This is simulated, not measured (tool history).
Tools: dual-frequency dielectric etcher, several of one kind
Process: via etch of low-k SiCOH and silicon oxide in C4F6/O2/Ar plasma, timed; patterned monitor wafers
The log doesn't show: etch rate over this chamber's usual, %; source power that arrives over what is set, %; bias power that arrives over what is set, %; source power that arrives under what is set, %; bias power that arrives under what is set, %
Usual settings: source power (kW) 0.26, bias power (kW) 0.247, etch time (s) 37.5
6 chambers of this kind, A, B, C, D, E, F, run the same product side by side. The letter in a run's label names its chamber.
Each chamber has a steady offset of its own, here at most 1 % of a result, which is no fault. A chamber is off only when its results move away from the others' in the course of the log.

run	day	source power (kW)	bias power (kW)	etch time (s)	hours since the last wet clean	hours since the last source power generator calibration	hours since the last bias power generator calibration	read-back reference wafer on the same gauge, depth_nm	mean etch depth across the wafer (angstrom)
1A	0.162	0.26	0.247	37.5	28.4	2792.9	1179.2	107.8	913.39
2C	0.446	0.26	0.247	37.5	41.1	975.6	2165.2	107.77	911.3
3B	0.625	0.26	0.247	37.5	30.7	1709	1011.3	107.76	918.32
# day 0.708: chamber C: bias power generator calibrated
4D	0.829	0.26	0.247	37.5	29.4	671.8	350.9	107.75	917.01
5F	1.062	0.26	0.247	37.5	300.1	3687.8	2671.3	107.77	914.66
6E	1.208	0.26	0.247	37.5	585.9	2758.2	2265	107.73	927.15
7D	1.433	0.26	0.247	37.5	43.9	686.3	365.4	107.73	916.36
8A	1.708	0.26	0.247	37.5	65.5	2830	1216.3	107.7	913.59
9F	1.95	0.26	0.247	37.5	321.4	3709.1	2692.6	107.7	916.41
10E	2.133	0.26	0.247	37.5	608.1	2780.4	2287.2	107.66	923.31
11C	2.321	0.26	0.247	37.5	86.1	1020.6	38.7	107.67	911.38
12B	2.529	0.26	0.247	37.5	76.4	1754.7	1057	107.65	917.3
13F	2.708	0.26	0.247	37.5	339.6	3727.3	2710.8	107.61	913.68
14A	2.979	0.26	0.247	37.5	96	2860.5	1246.8	107.62	913.35
# day 3.204: chamber E: wet clean of the chamber
15E	3.233	0.26	0.247	47.5	0.8	2806.8	2313.6	107.62	1168.9
16D	3.442	0.26	0.247	47.5	92.1	734.5	413.6	107.6	1160.5
17B	3.604	0.26	0.247	47.5	102.2	1780.5	1082.8	107.56	1161.9
18C	3.742	0.26	0.247	47.5	120.2	1054.7	72.8	107.59	1150.5
19D	3.9	0.26	0.247	47.5	103.1	745.5	424.6	107.57	1159.5
20C	4.054	0.26	0.247	47.5	127.7	1062.2	80.3	107.57	1150.6
21E	4.254	0.26	0.247	37.5	25.3	2831.3	2338.1	107.6	923.01
22A	4.462	0.26	0.247	37.5	131.6	2896.1	1282.4	107.55	910.47
23B	4.7	0.26	0.247	37.5	128.5	1806.8	1109.1	107.55	915.96
24F	4.938	0.26	0.247	37.5	393.1	3780.8	2764.3	107.54	914.03
25B	5.225	0.26	0.247	37.5	141.1	1819.4	1121.7	107.54	918.53
26C	5.471	0.26	0.247	37.5	161.7	1096.2	114.3	107.48	906.39
27E	5.754	0.26	0.247	37.5	61.3	2867.3	2374.1	107.48	923.4
28A	5.896	0.21	0.247	29.5	166	2930.5	1316.8	107.46	660.94
29F	6.071	0.21	0.247	29.5	420.3	3808	2791.5	107.51	662.43
30D	6.242	0.21	0.247	29.5	159.3	801.7	480.8	107.43	664.38
31F	6.504	0.21	0.247	29.5	430.7	3818.4	2801.9	107.43	661.49
# day 6.633: chamber F: wet clean of the chamber
32A	6.758	0.21	0.247	29.5	186.7	2951.2	1337.5	107.45	662.86
33D	6.954	0.21	0.247	29.5	176.4	818.8	497.9	107.45	664.16
34E	7.179	0.26	0.274	42.5	95.5	2901.5	2408.3	107.38	1082.3
35B	7.333	0.26	0.274	42.5	191.7	1870	1172.3	107.37	1075.9
36C	7.575	0.26	0.274	42.5	212.2	1146.7	164.8	107.42	1066.9
37D	7.712	0.26	0.274	42.5	194.6	837	516.1	107.39	1073.8
38F	7.971	0.26	0.274	42.5	32.2	3853.6	2837.1	107.35	1071.4
39C	8.121	0.26	0.274	42.5	225.3	1159.8	177.9	107.36	1065.9
40E	8.371	0.26	0.247	37.5	124.1	2930.1	2436.9	107.31	921.18
41A	8.592	0.26	0.247	37.5	230.7	2995.2	1381.5	107.33	911.75
42B	8.879	0.26	0.247	37.5	228.8	1907.1	1209.4	107.33	914.59

Is one chamber off against the others, does the gauge drift, or is nothing wrong? If a chamber is off, say which, and what the likeliest cause is.

The gauge drifts, so all chambers seem to drift together. No chamber is off.
Cause: gauge reads low (%) = 0.465.
